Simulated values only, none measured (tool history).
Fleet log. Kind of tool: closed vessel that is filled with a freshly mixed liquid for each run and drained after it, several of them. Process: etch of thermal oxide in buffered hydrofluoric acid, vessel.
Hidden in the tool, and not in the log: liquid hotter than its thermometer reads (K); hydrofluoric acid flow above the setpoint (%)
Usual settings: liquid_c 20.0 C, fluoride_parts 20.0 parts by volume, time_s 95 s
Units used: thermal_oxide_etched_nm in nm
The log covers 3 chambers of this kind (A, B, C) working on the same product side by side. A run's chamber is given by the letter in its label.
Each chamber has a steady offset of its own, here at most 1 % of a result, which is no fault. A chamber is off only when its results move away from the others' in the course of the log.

run,hour,liquid_c,fluoride_parts,time_s,hours since the thermometer was replaced,hours since the hydrofluoric acid flow meter was replaced,"read-back film thickness of the thermal oxide reference wafer, read on the same gauge (nm)",thermal_oxide_etched_nm
1A,2.9,20.0,20.0,95,18.8,339.4,90.000,43.025
2C,6.9,20.0,20.0,95,1873.3,1047.0,89.972,43.991
3B,11.2,20.0,20.0,95,1673.5,1278.1,89.982,43.137
4B,14.6,20.0,20.0,95,1676.9,1281.5,89.963,44.288
5A,18.5,20.0,20.0,95,34.4,355.0,89.976,43.661
6C,21.4,20.0,20.0,95,1887.8,1061.5,89.988,43.869
7A,25.2,20.0,20.0,95,41.1,361.7,90.001,43.490
8C,29.6,20.0,20.0,95,1896.0,1069.7,90.016,43.756
9B,33.1,20.0,20.0,95,1695.4,1300.0,90.014,43.521
10B,37.8,20.0,20.0,95,1700.1,1304.7,90.013,44.056
11A,41.6,20.0,20.0,95,57.5,378.1,89.960,43.948
12C,44.2,20.0,20.0,95,1910.6,1084.3,89.980,43.521
13A,47.1,20.0,20.0,95,63.0,383.6,89.982,43.952
14C,49.7,20.0,20.0,95,1916.1,1089.8,90.034,43.351
15B,53.7,20.0,20.0,95,1716.0,1320.6,90.038,44.116
16C,56.8,20.0,12.5,95,1923.2,1096.9,89.957,69.770
17B,61.2,20.0,12.5,95,1723.5,1328.1,90.019,70.195
18A,63.4,20.0,12.5,95,79.3,399.9,90.023,70.026
19A,66.7,20.0,20.0,95,82.6,403.2,90.001,43.941
20B,69.5,21.5,20.0,95,1731.8,1336.4,89.999,48.345
21C,72.9,21.5,20.0,95,1939.3,1113.0,89.975,48.065
22B,76.7,21.5,20.0,95,1739.0,1343.6,89.990,48.391
23A,80.7,20.0,20.0,95,96.6,417.2,90.028,43.713
24C,83.8,20.0,20.0,95,1950.2,1123.9,90.025,43.090
25A,86.2,20.0,20.0,95,102.1,422.7,89.978,43.900
26B,90.8,20.0,20.0,95,1753.1,1357.7,90.024,45.278
27C,93.3,20.0,20.0,95,1959.7,1133.4,89.992,43.204
28C,96.1,20.0,20.0,95,1962.5,1136.2,89.984,43.235
29B,98.7,20.0,20.0,95,1761.0,1365.6,90.038,45.607
30A,102.7,20.0,20.0,95,118.6,439.2,89.948,44.152
31C,107.2,20.0,20.0,95,1973.6,1147.3,90.012,43.809
32B,109.6,20.0,20.0,95,1771.9,1376.5,89.970,44.731
33A,112.2,20.0,20.0,45,128.1,448.7,89.989,20.944
34B,115.9,20.0,20.0,45,1778.2,1382.8,90.019,21.210
35A,120.9,20.0,20.0,45,136.8,457.4,89.990,20.859
36C,124.6,20.0,20.0,95,1991.0,1164.7,89.954,43.638
37B,127.4,20.0,20.0,95,1789.7,1394.3,89.982,45.019
38C,132.2,20.0,20.0,95,1998.6,1172.3,90.005,43.351
39A,136.6,20.0,20.0,95,152.5,473.1,90.003,43.774
40C,141.6,20.0,15.0,115,2008.0,1181.7,90.005,70.832
41B,144.2,20.0,15.0,115,1806.5,1411.1,90.031,72.145
42A,146.5,20.0,15.0,115,162.4,483.0,90.018,70.195
43B,150.5,20.0,20.0,95,1812.8,1417.4,89.984,45.753
44C,152.7,20.0,20.0,95,2019.1,1192.8,89.977,43.348

Predict what each chamber gives when all 3 of them run the settings below next.
45A,156.2,20.0,20.0,80,,,,?
45B,156.2,20.0,20.0,80,,,,?
45C,156.2,20.0,20.0,80,,,,?

run,thermal_oxide_etched_nm
45A,36.782
45B,38.933
45C,36.960
